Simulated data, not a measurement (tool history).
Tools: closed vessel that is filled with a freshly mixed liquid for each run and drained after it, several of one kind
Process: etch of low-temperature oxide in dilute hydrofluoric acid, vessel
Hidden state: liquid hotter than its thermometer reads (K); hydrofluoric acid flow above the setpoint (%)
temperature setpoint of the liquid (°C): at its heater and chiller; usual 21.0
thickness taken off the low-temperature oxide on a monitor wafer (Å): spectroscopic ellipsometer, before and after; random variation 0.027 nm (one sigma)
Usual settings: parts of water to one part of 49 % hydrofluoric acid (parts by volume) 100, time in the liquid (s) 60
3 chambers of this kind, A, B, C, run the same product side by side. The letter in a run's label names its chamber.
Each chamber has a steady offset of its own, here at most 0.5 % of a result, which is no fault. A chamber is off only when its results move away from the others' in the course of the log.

run,hour,temperature setpoint of the liquid (°C),parts of water to one part of 49 % hydrofluoric acid (parts by volume),time in the liquid (s),hours since the thermometer was replaced,hours since the hydrofluoric acid flow meter was replaced,"read-back film thickness of the low-temperature oxide reference wafer, read on the same gauge (nm)",thickness taken off the low-temperature oxide on a monitor wafer (Å)
1A,11.5,21.0,100,60,655.4,103.6,99.956,57.791
2C,22.5,21.0,100,60,1409.4,216.6,100.010,57.624
3B,30.8,21.0,100,60,1177.6,69.3,99.987,58.549
4C,43.8,21.0,100,60,1430.7,237.9,100.010,57.485
# hour 50.4: chamber B: thermometer replaced
5A,55.4,21.0,100,60,699.3,147.5,99.950,57.619
6B,65.7,21.0,100,60,15.4,104.2,100.040,58.044
7B,74.5,21.0,100,45,24.2,113.0,99.989,43.411
8C,86.9,21.0,100,45,1473.8,281.0,99.996,43.302
9A,99.5,21.0,100,45,743.4,191.6,100.000,43.592
10A,110.4,21.0,100,60,754.3,202.5,99.985,57.892
11C,124.0,21.0,100,60,1510.9,318.1,99.983,57.391
12B,130.9,21.0,100,60,80.6,169.4,100.030,58.309
13B,139.7,21.0,100,60,89.4,178.2,99.958,58.039
14C,147.9,21.0,100,60,1534.8,342.0,100.000,57.730
15A,159.4,21.0,100,60,803.3,251.5,99.979,57.935
16A,170.5,21.0,100,60,814.4,262.6,100.000,57.425
17B,177.2,21.0,100,60,126.9,215.7,100.060,57.910
18C,185.9,21.0,100,60,1572.8,380.0,99.945,58.206
19A,196.1,25.5,100,60,840.0,288.2,99.968,69.422
20C,206.1,25.5,100,60,1593.0,400.2,99.989,70.074
21B,217.1,25.5,100,60,166.8,255.6,100.040,69.213
22A,230.7,21.0,100,60,874.6,322.8,99.950,58.021
23C,239.9,21.0,100,60,1626.8,434.0,99.960,57.936
24B,250.4,21.0,100,60,200.1,288.9,99.979,57.751
25B,260.6,21.0,100,60,210.3,299.1,100.030,57.482
26C,268.0,21.0,130,60,1654.9,462.1,99.981,43.601
27A,276.6,21.0,130,60,920.5,368.7,100.020,43.221
28B,290.9,21.0,130,60,240.6,329.4,99.969,43.445
29C,305.0,21.0,100,60,1691.9,499.1,100.020,59.445
30A,316.3,21.0,100,60,960.2,408.4,99.985,58.172
31A,328.4,21.0,100,60,972.3,420.5,100.010,57.647
32C,337.5,21.0,100,60,1724.4,531.6,100.050,60.324
33B,349.4,21.0,100,60,299.1,387.9,100.040,58.669
34B,359.1,21.0,100,60,308.8,397.6,99.966,57.644
35C,366.8,21.0,100,60,1753.7,560.9,99.970,60.030
36A,375.7,24.0,80,60,1019.6,467.8,100.020,84.001
37B,386.1,24.0,80,60,335.8,424.6,100.020,83.908
38A,394.1,24.0,80,60,1038.0,486.2,100.020,83.316
39C,404.2,21.0,100,60,1791.1,598.3,100.010,60.491

Is one chamber off against the others, does the gauge drift, or is nothing wrong? If a chamber is off, say which, and what the likeliest cause is.

Chamber C drifts away from the others.
Cause: liquid hotter than its thermometer reads (K) = 1.26.
The log may not tell that from: hydrofluoric acid flow above the setpoint (%).

Here are 4 candidates for chamber C's next run, each the usual settings with a change, their results left as question marks. Which one brings its results back in line with what the others give on the usual settings?
In line means no further than this from the other chambers' mean on the usual settings: thickness taken off the low-temperature oxide on a monitor wafer (Å) 0.940
40C-1,414.5,20.0,100,60,,,,?
40C-2,414.5,22.0,100,60,,,,?
40C-3,414.5,20.5,100,60,,,,?
40C-4,414.5,21.5,100,60,,,,?

The other chambers' mean on the usual settings: thickness taken off the low-temperature oxide on a monitor wafer (Å) 57.960
run,thickness taken off the low-temperature oxide on a monitor wafer (Å)
40C-1,58.399
40C-2,63.320
40C-3,59.595
40C-4,62.067
40C-1 brings the chamber back in line.
